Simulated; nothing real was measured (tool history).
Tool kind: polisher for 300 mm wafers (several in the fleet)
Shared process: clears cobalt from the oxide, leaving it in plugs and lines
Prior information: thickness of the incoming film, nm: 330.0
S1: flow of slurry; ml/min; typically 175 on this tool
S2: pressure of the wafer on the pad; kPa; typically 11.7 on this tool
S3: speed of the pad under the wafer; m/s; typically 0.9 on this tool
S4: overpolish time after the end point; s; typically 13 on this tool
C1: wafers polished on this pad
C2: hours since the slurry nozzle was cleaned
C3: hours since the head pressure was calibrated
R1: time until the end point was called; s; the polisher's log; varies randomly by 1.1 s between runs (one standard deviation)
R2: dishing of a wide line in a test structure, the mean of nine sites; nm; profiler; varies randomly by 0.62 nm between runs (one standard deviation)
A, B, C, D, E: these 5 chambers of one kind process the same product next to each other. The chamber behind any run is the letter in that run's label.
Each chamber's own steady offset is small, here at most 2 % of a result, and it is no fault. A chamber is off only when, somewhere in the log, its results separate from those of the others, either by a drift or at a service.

| run | hour | S1 | S2 | S3 | S4 | C1 | C2 | C3 | R1 | R2 |
|---|---|---|---|---|---|---|---|---|---|---|
|  | 0.6 | chamber B: slurry nozzle cleaned |
|  | 5.5 | chamber D: worn pad replaced by a new one |
| 1B | 8.3 | 175 | 11.7 | 0.9 | 13 | 286 | 7.8 | 295.1 | 73.277 | 25.516 |
| 2C | 21 | 175 | 11.7 | 0.9 | 13 | 580 | 203.4 | 214.7 | 74.386 | 26.13 |
| 3D | 35 | 175 | 11.7 | 0.9 | 13 | 166 | 558.2 | 796.2 | 71.919 | 25.279 |
| 4E | 43.3 | 175 | 11.7 | 0.9 | 13 | 781 | 671.6 | 332.7 | 72.51 | 25.69 |
|  | 46.3 | chamber A: head pressure recalibrated |
|  | 53.7 | chamber A: worn pad replaced by a new one |
| 5A | 55.7 | 175 | 11.7 | 0.9 | 13 | 11 | 570.7 | 9.5 | 72.493 | 24.932 |
|  | 63.4 | chamber D: slurry nozzle cleaned |
| 6C | 69.7 | 175 | 11.7 | 0.9 | 13 | 854 | 252.1 | 263.4 | 74.992 | 24.684 |
|  | 71.8 | chamber B: worn pad replaced by a new one |
| 7B | 83.8 | 195 | 14.5 | 0.9 | 13 | 67 | 83.3 | 370.6 | 57.264 | 26.143 |
| 8A | 94 | 195 | 14.5 | 0.9 | 13 | 227 | 609 | 47.8 | 57.406 | 26.649 |
|  | 94.1 | chamber C: slurry nozzle cleaned |
|  | 98.6 | chamber E: worn pad replaced by a new one |
|  | 101.7 | chamber B: head pressure recalibrated |
| 9E | 105.1 | 195 | 14.5 | 0.9 | 13 | 36 | 733.4 | 394.5 | 57.707 | 27.366 |
| 10D | 116.5 | 195 | 14.5 | 0.9 | 13 | 625 | 53.1 | 877.7 | 55.07 | 27.077 |
| 11D | 126.2 | 195 | 14.5 | 0.9 | 13 | 679 | 62.8 | 887.4 | 56.745 | 26.388 |
| 12B | 139.9 | 175 | 11.7 | 0.9 | 13 | 383 | 139.4 | 38.2 | 70.536 | 25.459 |
| 13A | 146.9 | 175 | 11.7 | 0.9 | 6 | 524 | 661.9 | 100.7 | 72.538 | 17.804 |
|  | 147.8 | chamber A: slurry nozzle cleaned |
|  | 152.8 | chamber D: worn pad replaced by a new one |
| 14E | 153.4 | 175 | 11.7 | 0.9 | 6 | 308 | 781.7 | 442.8 | 71.41 | 18.218 |
| 15C | 163 | 175 | 11.7 | 0.9 | 6 | 1379 | 68.9 | 356.7 | 75.071 | 16.879 |
| 16D | 170.7 | 175 | 11.7 | 0.9 | 6 | 101 | 107.3 | 931.9 | 71.532 | 17.944 |
| 17A | 179.5 | 175 | 11.7 | 0.9 | 6 | 708 | 31.8 | 133.3 | 73.565 | 17.351 |
|  | 184 | chamber E: slurry nozzle cleaned |
| 18B | 187.9 | 175 | 11.7 | 0.9 | 13 | 653 | 187.4 | 86.2 | 74.129 | 25.252 |
|  | 198.9 | chamber B: worn pad replaced by a new one |
| 19C | 199 | 175 | 11.7 | 0.9 | 13 | 1582 | 104.9 | 392.7 | 77.37 | 24.914 |
|  | 199.3 | chamber A: worn pad replaced by a new one |
| 20E | 207.7 | 175 | 11.7 | 0.9 | 13 | 614 | 23.8 | 497.1 | 70.426 | 25.173 |
| 21C | 217.9 | 175 | 11.7 | 0.9 | 13 | 1688 | 123.8 | 411.6 | 75.562 | 24.688 |
| 22E | 225.3 | 175 | 11.7 | 0.9 | 13 | 713 | 41.4 | 514.7 | 71.332 | 25.945 |
| 23A | 232.6 | 175 | 11.7 | 0.9 | 13 | 187 | 84.9 | 186.4 | 70.568 | 25.831 |
| 24D | 245 | 175 | 11.7 | 0.9 | 13 | 519 | 181.6 | 1006.2 | 72.312 | 25.466 |
| 25B | 251.1 | 150 | 11.7 | 0.9 | 8 | 294 | 250.6 | 149.4 | 74.836 | 20.531 |
| 26E | 257.8 | 150 | 11.7 | 0.9 | 8 | 896 | 73.9 | 547.2 | 75.492 | 21.06 |
| 27B | 269.4 | 150 | 11.7 | 0.9 | 8 | 397 | 268.9 | 167.7 | 74.004 | 21.431 |
| 28D | 278.2 | 150 | 11.7 | 0.9 | 8 | 706 | 214.8 | 1039.4 | 71.917 | 20.806 |
|  | 281.7 | chamber B: slurry nozzle cleaned |
| 29C | 284.7 | 150 | 11.7 | 0.9 | 8 | 2064 | 190.6 | 478.4 | 81.051 | 18.782 |
| 30A | 292.6 | 175 | 11.7 | 0.9 | 13 | 525 | 144.9 | 246.4 | 70.408 | 25.148 |
|  | 294.7 | chamber D: worn pad replaced by a new one |
| 31C | 299 | 175 | 11.7 | 0.9 | 13 | 2144 | 204.9 | 492.7 | 79.322 | 24.352 |
| 32D | 311.4 | 175 | 11.7 | 0.9 | 13 | 94 | 248 | 1072.6 | 73.325 | 26.616 |
|  | 316.1 | chamber B: worn pad replaced by a new one |
| 33B | 324.3 | 175 | 11.7 | 0.9 | 19 | 46 | 42.7 | 222.6 | 74.101 | 27.484 |
| 34A | 335.1 | 175 | 11.7 | 0.9 | 19 | 764 | 187.4 | 288.9 | 72.306 | 28.407 |

All 5 chambers run these settings next. Forecast each chamber's results:
| 35A | 345.1 | 175 | 11.7 | 1.06 | 13 |  |  |  | ? | ? |
| 35B | 345.1 | 175 | 11.7 | 1.06 | 13 |  |  |  | ? | ? |
| 35C | 345.1 | 175 | 11.7 | 1.06 | 13 |  |  |  | ? | ? |
| 35D | 345.1 | 175 | 11.7 | 1.06 | 13 |  |  |  | ? | ? |
| 35E | 345.1 | 175 | 11.7 | 1.06 | 13 |  |  |  | ? | ? |

| run | R1 | R2 |
|---|---|---|
| 35A | 60.365 | 25.766 |
| 35B | 61.971 | 24.955 |
| 35C | 68.003 | 25.564 |
| 35D | 58.493 | 26.436 |
| 35E | 62.42 | 26.419 |
